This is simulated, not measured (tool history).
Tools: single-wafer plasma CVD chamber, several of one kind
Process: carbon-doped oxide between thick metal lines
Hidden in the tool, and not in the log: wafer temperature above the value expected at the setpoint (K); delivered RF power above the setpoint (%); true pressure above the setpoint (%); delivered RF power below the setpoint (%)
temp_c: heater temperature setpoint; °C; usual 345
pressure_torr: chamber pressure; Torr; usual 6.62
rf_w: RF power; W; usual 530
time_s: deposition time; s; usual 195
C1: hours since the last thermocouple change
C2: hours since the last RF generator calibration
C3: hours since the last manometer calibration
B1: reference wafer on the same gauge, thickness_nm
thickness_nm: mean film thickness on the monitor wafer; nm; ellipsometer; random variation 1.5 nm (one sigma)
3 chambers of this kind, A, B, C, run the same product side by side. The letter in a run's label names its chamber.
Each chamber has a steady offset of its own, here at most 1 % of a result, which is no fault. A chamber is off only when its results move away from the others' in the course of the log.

run 1B hour=10.8 | temp_c=345 pressure_torr=6.62 rf_w=530 time_s=195 | C1=897.6 C2=221.5 C3=1958.4 | B1=1170.1 | thickness_nm=1065.9
run 2A hour=22 | temp_c=345 pressure_torr=6.62 rf_w=530 time_s=195 | C1=525 C2=407.3 C3=1336 | B1=1170.2 | thickness_nm=1068.9
run 3C hour=33.2 | temp_c=345 pressure_torr=6.62 rf_w=530 time_s=195 | C1=1010.6 C2=322.8 C3=1044.6 | B1=1171 | thickness_nm=1061.2
run 4A hour=42.9 | temp_c=345 pressure_torr=6.62 rf_w=530 time_s=195 | C1=545.9 C2=428.2 C3=1356.9 | B1=1170.8 | thickness_nm=1070.4
run 5B hour=52.7 | temp_c=345 pressure_torr=6.62 rf_w=530 time_s=195 | C1=939.5 C2=263.4 C3=2000.3 | B1=1170.8 | thickness_nm=1067.7
run 6C hour=66.9 | temp_c=345 pressure_torr=6.62 rf_w=530 time_s=195 | C1=1044.3 C2=356.5 C3=1078.3 | B1=1171.7 | thickness_nm=1062
run 7A hour=79.2 | temp_c=345 pressure_torr=6.62 rf_w=530 time_s=195 | C1=582.2 C2=464.5 C3=1393.2 | B1=1171.5 | thickness_nm=1069.6
run 8C hour=89.4 | temp_c=345 pressure_torr=6.62 rf_w=530 time_s=195 | C1=1066.8 C2=379 C3=1100.8 | B1=1171.7 | thickness_nm=1060.8
run 9B hour=97.3 | temp_c=345 pressure_torr=6.62 rf_w=530 time_s=195 | C1=984.1 C2=308 C3=2044.9 | B1=1171.8 | thickness_nm=1066
run 10A hour=108.9 | temp_c=345 pressure_torr=6.62 rf_w=530 time_s=195 | C1=611.9 C2=494.2 C3=1422.9 | B1=1172 | thickness_nm=1071.5
run 11B hour=122 | temp_c=345 pressure_torr=6.62 rf_w=530 time_s=195 | C1=1008.8 C2=332.7 C3=2069.6 | B1=1172.5 | thickness_nm=1065.1
run 12C hour=132.4 | temp_c=345 pressure_torr=6.62 rf_w=530 time_s=195 | C1=1109.8 C2=422 C3=1143.8 | B1=1172.1 | thickness_nm=1061.4
run 13B hour=142.7 | temp_c=345 pressure_torr=6.62 rf_w=530 time_s=195 | C1=1029.5 C2=353.4 C3=2090.3 | B1=1172.5 | thickness_nm=1065.4
run 14C hour=158.6 | temp_c=345 pressure_torr=6.62 rf_w=530 time_s=195 | C1=1136 C2=448.2 C3=1170 | B1=1173.3 | thickness_nm=1062.2
run 15A hour=172.3 | temp_c=345 pressure_torr=7.64 rf_w=610 time_s=195 | C1=675.3 C2=557.6 C3=1486.3 | B1=1173.1 | thickness_nm=1175.5
run 16C hour=185.1 | temp_c=345 pressure_torr=7.64 rf_w=610 time_s=195 | C1=1162.5 C2=474.7 C3=1196.5 | B1=1173 | thickness_nm=1169.2
run 17A hour=194.7 | temp_c=345 pressure_torr=7.64 rf_w=610 time_s=195 | C1=697.7 C2=580 C3=1508.7 | B1=1174.5 | thickness_nm=1181.1
run 18B hour=208.1 | temp_c=350 pressure_torr=6.62 rf_w=585 time_s=195 | C1=1094.9 C2=418.8 C3=2155.7 | B1=1174.1 | thickness_nm=1122.4
-- hour=211.7 chamber A: capacitance manometer re-zeroed and calibrated
run 19C hour=217.6 | temp_c=350 pressure_torr=6.62 rf_w=585 time_s=195 | C1=1195 C2=507.2 C3=1229 | B1=1174.2 | thickness_nm=1113.7
run 20B hour=230.2 | temp_c=350 pressure_torr=6.62 rf_w=585 time_s=195 | C1=1117 C2=440.9 C3=2177.8 | B1=1174.1 | thickness_nm=1120.3
run 21A hour=238.5 | temp_c=345 pressure_torr=6.62 rf_w=530 time_s=195 | C1=741.5 C2=623.8 C3=26.8 | B1=1174.4 | thickness_nm=1072.3
run 22C hour=246.1 | temp_c=345 pressure_torr=6.62 rf_w=530 time_s=195 | C1=1223.5 C2=535.7 C3=1257.5 | B1=1174.5 | thickness_nm=1065.8
run 23A hour=259.3 | temp_c=345 pressure_torr=6.62 rf_w=530 time_s=195 | C1=762.3 C2=644.6 C3=47.6 | B1=1175.2 | thickness_nm=1073.9
run 24B hour=266.4 | temp_c=345 pressure_torr=6.62 rf_w=530 time_s=195 | C1=1153.2 C2=477.1 C3=2214 | B1=1174.8 | thickness_nm=1070
run 25A hour=276.4 | temp_c=345 pressure_torr=6.62 rf_w=530 time_s=195 | C1=779.4 C2=661.7 C3=64.7 | B1=1175.1 | thickness_nm=1075.9
run 26B hour=288.1 | temp_c=345 pressure_torr=6.62 rf_w=530 time_s=195 | C1=1174.9 C2=498.8 C3=2235.7 | B1=1175.3 | thickness_nm=1068.9
run 27C hour=303.7 | temp_c=345 pressure_torr=6.62 rf_w=530 time_s=195 | C1=1281.1 C2=593.3 C3=1315.1 | B1=1175.8 | thickness_nm=1066.7
run 28B hour=317.2 | temp_c=345 pressure_torr=6.62 rf_w=530 time_s=195 | C1=1204 C2=527.9 C3=2264.8 | B1=1176.2 | thickness_nm=1070.5
run 29A hour=332.9 | temp_c=345 pressure_torr=6.62 rf_w=530 time_s=195 | C1=835.9 C2=718.2 C3=121.2 | B1=1176.4 | thickness_nm=1074.2
run 30C hour=340.3 | temp_c=345 pressure_torr=6.62 rf_w=530 time_s=195 | C1=1317.7 C2=629.9 C3=1351.7 | B1=1176.4 | thickness_nm=1065.6
run 31A hour=347.6 | temp_c=345 pressure_torr=6.62 rf_w=530 time_s=195 | C1=850.6 C2=732.9 C3=135.9 | B1=1176.5 | thickness_nm=1077.2

Is one chamber off against the others, does the gauge drift, or is nothing wrong? If a chamber is off, say which, and what the likeliest cause is.

The gauge drifts, so all chambers seem to drift together. No chamber is off.
Cause: gauge reads high (%) = 0.587.
